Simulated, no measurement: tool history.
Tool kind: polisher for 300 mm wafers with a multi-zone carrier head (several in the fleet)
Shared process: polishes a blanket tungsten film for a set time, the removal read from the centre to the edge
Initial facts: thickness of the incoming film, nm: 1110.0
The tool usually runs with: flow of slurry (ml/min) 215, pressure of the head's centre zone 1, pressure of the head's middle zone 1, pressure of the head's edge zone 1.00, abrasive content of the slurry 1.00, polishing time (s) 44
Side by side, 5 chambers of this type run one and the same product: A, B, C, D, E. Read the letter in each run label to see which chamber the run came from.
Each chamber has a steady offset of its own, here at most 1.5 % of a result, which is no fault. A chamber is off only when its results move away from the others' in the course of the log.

run	day	flow of slurry (ml/min)	pressure of the head's centre zone	pressure of the head's middle zone	pressure of the head's edge zone	abrasive content of the slurry	polishing time (s)	film removed at the wafer's centre (angstrom)	film removed at mid-radius (angstrom)	film removed at the wafer's edge (angstrom)
# day 0.258: chamber D: worn pad replaced by a new one
1C	0.358	215	1	1	1.00	1.00	44	1594.5	1613.3	1615.4
2D	0.788	215	1	1	1.00	1.00	44	1673.6	1636.2	1626.5
3A	1.296	215	1	1	1.00	1.00	44	1639.5	1600.6	1622.1
# day 1.533: chamber B: worn pad replaced by a new one
# day 1.662: chamber C: worn pad replaced by a new one
4B	1.900	215	1	1	1.00	1.00	44	1648.5	1636.9	1672.4
5E	2.362	215	1	1	1.00	1.00	44	1665.4	1651.7	1652.6
6C	2.871	215	1	1	0.91	1.00	31	1137.6	1138.4	1082.5
# day 3.092: chamber E: worn pad replaced by a new one
# day 3.196: chamber D: worn pad replaced by a new one
7D	3.412	215	1	1	0.91	1.00	31	1116.5	1160.3	1098.2
# day 3.829: chamber A: worn pad replaced by a new one
8A	3.983	215	1	1	0.91	1.00	31	1171.7	1138.3	1111.7
# day 4.325: chamber A: centre zone pressure recalibrated
9E	4.388	215	1	1	0.91	1.00	31	1117.5	1168.5	1110.9
10B	4.754	215	1	1	0.91	1.00	31	1185.6	1147.6	1105.3
# day 4.858: chamber B: worn pad replaced by a new one
# day 5.262: chamber C: worn pad replaced by a new one
# day 5.362: chamber A: slurry nozzle cleaned
11B	5.383	215	1	1	1.00	1.00	44	1660.8	1651.0	1626.6
# day 5.692: chamber D: slurry nozzle cleaned
12C	5.783	215	1	1	1.00	1.00	44	1569.2	1616.9	1619.3
# day 6.038: chamber C: slurry nozzle cleaned
13D	6.304	215	1	1	1.00	1.00	44	1687.6	1624.2	1618.9
# day 6.608: chamber D: worn pad replaced by a new one
14E	6.762	215	1	1	1.00	1.00	44	1566.7	1660.9	1639.3
# day 6.817: chamber E: worn pad replaced by a new one
15A	7.079	215	1	1	1.00	1.00	44	1638.4	1640.7	1618.7
16D	7.400	215	1	1	1.00	1.00	44	1680.5	1641.2	1633.8
# day 7.533: chamber E: slurry nozzle cleaned
# day 7.829: chamber A: worn pad replaced by a new one
17C	7.875	215	1	1	1.00	1.00	44	1624.6	1611.8	1643.0
# day 8.183: chamber B: worn pad replaced by a new one
# day 8.275: chamber C: worn pad replaced by a new one
18A	8.362	215	1	1	1.00	1.00	44	1647.5	1623.5	1651.9
19E	8.875	215	1	1	1.00	1.00	44	1553.7	1643.4	1655.3
20B	9.338	215	1	1	1.00	1.25	50	1975.1	1978.0	1965.4
# day 9.612: chamber B: slurry nozzle cleaned
21D	9.775	215	1	1	1.00	1.25	50	1942.1	1969.3	1942.9
# day 10.092: chamber D: worn pad replaced by a new one
# day 10.158: chamber E: worn pad replaced by a new one
22E	10.200	215	1	1	1.00	1.25	50	1881.7	1954.5	2005.2
23C	10.596	215	1	1	1.00	1.25	50	1920.1	1930.5	1913.6
24B	11.067	215	1	1	1.00	1.25	50	2007.2	1954.7	1960.0
# day 11.196: chamber B: worn pad replaced by a new one
25A	11.475	215	1	1	1.00	1.00	44	1637.9	1617.5	1609.8
# day 11.554: chamber D: centre zone pressure recalibrated
# day 11.571: chamber C: worn pad replaced by a new one
26C	12.038	215	1	1	1.00	1.00	44	1600.7	1615.7	1631.1
# day 12.100: chamber B: edge zone pressure recalibrated
# day 12.233: chamber A: worn pad replaced by a new one
27B	12.362	215	1	1	1.00	1.00	44	1649.1	1626.7	1604.7
28D	12.850	215	1	1	1.00	1.00	44	1658.8	1622.7	1635.2
29A	13.150	215	1	1	1.00	1.00	44	1660.2	1645.1	1633.9
# day 13.454: chamber E: worn pad replaced by a new one
30E	13.588	215	1	1	1.00	1.00	44	1543.9	1641.6	1641.9
# day 13.733: chamber D: worn pad replaced by a new one
31A	14.112	215	1	1	1.00	1.00	44	1635.8	1640.5	1647.7
32C	14.492	215	1	1	1.00	1.00	44	1628.8	1613.1	1608.7
# day 14.738: chamber B: worn pad replaced by a new one
33E	14.854	215	1	1	1.00	1.00	44	1512.0	1648.2	1651.1
34B	15.375	215	1	1	1.00	1.00	44	1654.1	1638.3	1642.0
35D	15.758	215	1	1	1.00	1.00	44	1615.3	1644.0	1598.4
36D	16.329	215	1	1	1.00	1.00	44	1620.2	1629.2	1657.9

Has any chamber moved away from the others, gradually or after a service, or does the common gauge drift, or do the chambers differ only by their own small steady offsets? State the chamber and the most likely cause if one applies.

One chamber, E, drifts off from the rest bit by bit.
Cause: centre zone's pressure below its setpoint, % = 7.

Which of the 4 candidates below, each the usual settings with something changed and its results left as question marks, puts chamber E back in line with what the other chambers give on the usual settings?
In line means no further than this from the other chambers' mean on the usual settings: film removed at the wafer's centre (angstrom) 83.0; film removed at mid-radius (angstrom) 38.0; film removed at the wafer's edge (angstrom) 59.0
37E-1	16.783	205	0.85	1.03	1.05	1.00	44	?	?	?
37E-2	16.783	210	0.93	1.02	1.02	1.00	44	?	?	?
37E-3	16.783	220	1.07	0.98	0.98	1.00	44	?	?	?
37E-4	16.783	225	1.15	0.97	0.95	1.00	44	?	?	?

Other chambers, usual settings, mean: film removed at the wafer's centre (angstrom) 1629.3; film removed at mid-radius (angstrom) 1630.8; film removed at the wafer's edge (angstrom) 1627.3
run	film removed at the wafer's centre (angstrom)	film removed at mid-radius (angstrom)	film removed at the wafer's edge (angstrom)
37E-1	1240.8	1687.7	1668.6
37E-2	1379.4	1677.5	1647.7
37E-3	1624.8	1626.1	1622.3
37E-4	1765.3	1615.0	1600.5
The answer is 37E-3, which returns the chamber to within the allowed miss of the others.
